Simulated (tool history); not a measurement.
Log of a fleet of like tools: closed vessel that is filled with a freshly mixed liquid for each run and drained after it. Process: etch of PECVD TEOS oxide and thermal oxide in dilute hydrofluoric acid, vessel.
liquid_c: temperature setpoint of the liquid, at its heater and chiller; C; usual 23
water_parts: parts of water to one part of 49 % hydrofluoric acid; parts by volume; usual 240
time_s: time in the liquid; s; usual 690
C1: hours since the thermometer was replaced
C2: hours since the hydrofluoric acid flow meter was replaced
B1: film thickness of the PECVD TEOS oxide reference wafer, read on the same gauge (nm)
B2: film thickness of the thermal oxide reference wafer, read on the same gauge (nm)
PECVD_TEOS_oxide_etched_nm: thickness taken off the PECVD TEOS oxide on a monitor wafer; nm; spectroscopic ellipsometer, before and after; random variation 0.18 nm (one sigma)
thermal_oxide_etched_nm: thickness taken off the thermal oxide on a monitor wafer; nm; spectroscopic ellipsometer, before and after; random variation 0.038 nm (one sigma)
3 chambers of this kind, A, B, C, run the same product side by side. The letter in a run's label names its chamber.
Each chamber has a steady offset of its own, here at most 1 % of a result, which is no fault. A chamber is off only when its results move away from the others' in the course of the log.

Run 1B, day 0.367: usual settings; C1 3042.9; C2 125.4; B1 80; B2 129.99. Result: PECVD_TEOS_oxide_etched_nm 36.318 nm, thermal_oxide_etched_nm 11.29 nm.
Run 2A, day 0.608: usual settings; C1 1036.9; C2 2081.6; B1 80.036; B2 130.01. Result: PECVD_TEOS_oxide_etched_nm 35.709 nm, thermal_oxide_etched_nm 11.233 nm.
Run 3C, day 1.021: usual settings; C1 686.7; C2 802.1; B1 80.018; B2 130.02. Result: PECVD_TEOS_oxide_etched_nm 36.188 nm, thermal_oxide_etched_nm 11.152 nm.
Run 4C, day 1.371: usual settings; C1 695.1; C2 810.5; B1 80.04; B2 130.02. Result: PECVD_TEOS_oxide_etched_nm 35.817 nm, thermal_oxide_etched_nm 11.181 nm.
Run 5A, day 1.742: usual settings; C1 1064.1; C2 2108.8; B1 80.014; B2 129.99. Result: PECVD_TEOS_oxide_etched_nm 35.786 nm, thermal_oxide_etched_nm 11.232 nm.
At day 1.8: chamber A: thermometer replaced.
Run 6B, day 2.096: usual settings; C1 3084.4; C2 166.9; B1 79.975; B2 129.98. Result: PECVD_TEOS_oxide_etched_nm 35.927 nm, thermal_oxide_etched_nm 11.33 nm.
Run 7B, day 2.438: usual settings; C1 3092.6; C2 175.1; B1 80.011; B2 130.01. Result: PECVD_TEOS_oxide_etched_nm 36.362 nm, thermal_oxide_etched_nm 11.258 nm.
Run 8A, day 2.658: usual settings; C1 20.7; C2 2130.8; B1 80.02; B2 129.97. Result: PECVD_TEOS_oxide_etched_nm 36.082 nm, thermal_oxide_etched_nm 11.19 nm.
At day 2.758: chamber B: thermometer replaced.
Run 9C, day 2.979: usual settings; C1 733.7; C2 849.1; B1 80.025; B2 130.01. Result: PECVD_TEOS_oxide_etched_nm 36.06 nm, thermal_oxide_etched_nm 11.139 nm.
Run 10B, day 3.304: usual settings but water_parts 305 parts by volume; C1 13.2; C2 195.9; B1 80; B2 129.98. Result: PECVD_TEOS_oxide_etched_nm 26.701 nm, thermal_oxide_etched_nm 8.434 nm.
Run 11C, day 3.771: usual settings but water_parts 305 parts by volume; C1 752.7; C2 868.1; B1 79.985; B2 129.99. Result: PECVD_TEOS_oxide_etched_nm 26.705 nm, thermal_oxide_etched_nm 8.224 nm.
Run 12A, day 4.029: usual settings but water_parts 305 parts by volume; C1 53.6; C2 2163.7; B1 80.004; B2 130. Result: PECVD_TEOS_oxide_etched_nm 27.01 nm, thermal_oxide_etched_nm 8.3512 nm.
Run 13C, day 4.296: usual settings; C1 765.3; C2 880.7; B1 80.007; B2 130.02. Result: PECVD_TEOS_oxide_etched_nm 35.907 nm, thermal_oxide_etched_nm 11.251 nm.
Run 14B, day 4.75: usual settings; C1 47.9; C2 230.6; B1 79.973; B2 130.03. Result: PECVD_TEOS_oxide_etched_nm 36.7 nm, thermal_oxide_etched_nm 11.356 nm.
At day 4.758: chamber A: hydrofluoric acid flow meter replaced.
Run 15A, day 5.146: usual settings; C1 80.4; C2 9.3; B1 80.021; B2 129.98. Result: PECVD_TEOS_oxide_etched_nm 35.889 nm, thermal_oxide_etched_nm 11.265 nm.
Run 16A, day 5.483: usual settings; C1 88.5; C2 17.4; B1 79.987; B2 130. Result: PECVD_TEOS_oxide_etched_nm 36.248 nm, thermal_oxide_etched_nm 11.157 nm.
Run 17C, day 5.854: usual settings; C1 802.7; C2 918.1; B1 80.004; B2 129.98. Result: PECVD_TEOS_oxide_etched_nm 35.901 nm, thermal_oxide_etched_nm 11.12 nm.
Run 18B, day 6.146: usual settings; C1 81.4; C2 264.1; B1 80.019; B2 129.99. Result: PECVD_TEOS_oxide_etched_nm 36.338 nm, thermal_oxide_etched_nm 11.364 nm.
Run 19C, day 6.604: usual settings; C1 820.7; C2 936.1; B1 80.009; B2 129.98. Result: PECVD_TEOS_oxide_etched_nm 35.903 nm, thermal_oxide_etched_nm 11.22 nm.
Run 20B, day 7.042: usual settings; C1 102.9; C2 285.6; B1 80.025; B2 129.99. Result: PECVD_TEOS_oxide_etched_nm 36.368 nm, thermal_oxide_etched_nm 11.3 nm.
Run 21A, day 7.279: usual settings; C1 131.6; C2 60.5; B1 80.008; B2 129.99. Result: PECVD_TEOS_oxide_etched_nm 36.278 nm, thermal_oxide_etched_nm 11.282 nm.
Run 22B, day 7.688: usual settings; C1 118.4; C2 301.1; B1 80.002; B2 129.99. Result: PECVD_TEOS_oxide_etched_nm 36.098 nm, thermal_oxide_etched_nm 11.387 nm.
Run 23C, day 8.033: usual settings; C1 855; C2 970.4; B1 79.994; B2 129.98. Result: PECVD_TEOS_oxide_etched_nm 36.052 nm, thermal_oxide_etched_nm 11.114 nm.
Run 24A, day 8.408: usual settings; C1 158.7; C2 87.6; B1 80.019; B2 130.03. Result: PECVD_TEOS_oxide_etched_nm 36.117 nm, thermal_oxide_etched_nm 11.173 nm.
Run 25C, day 8.888: usual settings; C1 875.5; C2 990.9; B1 80.001; B2 129.99. Result: PECVD_TEOS_oxide_etched_nm 36.083 nm, thermal_oxide_etched_nm 11.12 nm.
Run 26A, day 9.192: usual settings; C1 177.5; C2 106.4; B1 79.991; B2 130.02. Result: PECVD_TEOS_oxide_etched_nm 36.014 nm, thermal_oxide_etched_nm 11.213 nm.
Run 27B, day 9.633: usual settings; C1 165.1; C2 347.8; B1 80.003; B2 130. Result: PECVD_TEOS_oxide_etched_nm 36.59 nm, thermal_oxide_etched_nm 11.376 nm.
Run 28A, day 9.846: usual settings; C1 193.2; C2 122.1; B1 79.997; B2 129.98. Result: PECVD_TEOS_oxide_etched_nm 36.229 nm, thermal_oxide_etched_nm 11.27 nm.
Run 29B, day 10.071: usual settings; C1 175.6; C2 358.3; B1 80.009; B2 130.01. Result: PECVD_TEOS_oxide_etched_nm 36.488 nm, thermal_oxide_etched_nm 11.336 nm.
Run 30C, day 10.279: usual settings; C1 908.9; C2 1024.3; B1 79.978; B2 129.98. Result: PECVD_TEOS_oxide_etched_nm 36.196 nm, thermal_oxide_etched_nm 11.114 nm.
Run 31A, day 10.662: usual settings; C1 212.8; C2 141.7; B1 79.997; B2 130.03. Result: PECVD_TEOS_oxide_etched_nm 36.205 nm, thermal_oxide_etched_nm 11.242 nm.
Run 32C, day 10.875: usual settings; C1 923.2; C2 1038.6; B1 80.006; B2 130.03. Result: PECVD_TEOS_oxide_etched_nm 36.138 nm, thermal_oxide_etched_nm 11.133 nm.

Is one chamber off against the others, does the gauge drift, or is nothing wrong? If a chamber is off, say which, and what the likeliest cause is.

No chamber stands off beyond its own small offset, and the gauge holds steady.
